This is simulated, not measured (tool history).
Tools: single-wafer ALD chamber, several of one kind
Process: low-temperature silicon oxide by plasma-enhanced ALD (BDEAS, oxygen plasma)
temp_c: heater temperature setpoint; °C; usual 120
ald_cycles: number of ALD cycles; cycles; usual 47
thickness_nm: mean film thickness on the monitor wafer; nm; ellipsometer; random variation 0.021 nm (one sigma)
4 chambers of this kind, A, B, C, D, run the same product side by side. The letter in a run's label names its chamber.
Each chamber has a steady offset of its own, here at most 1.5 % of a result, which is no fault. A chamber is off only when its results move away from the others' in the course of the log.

run,hour,temp_c,ald_cycles,"read-back reference wafer on the same gauge, thickness_nm",thickness_nm
1B,9.7,120,47,5.4228,6.4177
2D,17.1,120,47,5.4189,6.5179
3A,26.4,120,47,5.4204,6.4848
4C,36.1,120,47,5.4151,6.5314
5B,42.5,120,47,5.4214,6.4439
6A,49,120,47,5.422,6.4775
7C,56.4,120,47,5.4168,6.526
8D,61.6,120,47,5.4204,6.5766
9B,69.1,133,47,5.4166,6.2513
10C,78.4,133,47,5.4217,6.3509
11A,83.4,133,47,5.4211,6.3209
12D,89,133,47,5.4204,6.3921
13B,96.6,120,47,5.4186,6.4073
14A,103.4,120,47,5.4215,6.472
15D,110.1,120,47,5.421,6.5754
16C,116.5,120,47,5.4238,6.5411
17D,126.1,115,54,5.4185,7.5933
18C,136,115,54,5.4207,7.5877
19B,145.1,115,54,5.4199,7.4687
# hour 149.7: chamber C: thermocouple changed; heater temperature recalibrated
20A,152.6,115,54,5.4184,7.4834
21A,158.1,120,47,5.4177,6.445
22B,166.2,120,47,5.4181,6.4273
23D,175.6,120,47,5.4195,6.567
24C,182.4,120,47,5.4222,6.54
25C,190.7,120,47,5.4179,6.5118
26A,196.3,120,47,5.419,6.4628
27D,204.3,120,47,5.4208,6.5585
28B,214.2,120,47,5.4169,6.4025
29A,221.6,124,47,5.4223,6.4256
30D,229.6,124,47,5.419,6.5071
31C,235.5,124,47,5.4187,6.4948
32B,245.7,124,47,5.421,6.3478

All 4 chambers run these settings next. Forecast each chamber's results:
33A,253.3,120,47,,?
33B,253.3,120,47,,?
33C,253.3,120,47,,?
33D,253.3,120,47,,?

run,thickness_nm
33A,6.4597
33B,6.4198
33C,6.5051
33D,6.5709

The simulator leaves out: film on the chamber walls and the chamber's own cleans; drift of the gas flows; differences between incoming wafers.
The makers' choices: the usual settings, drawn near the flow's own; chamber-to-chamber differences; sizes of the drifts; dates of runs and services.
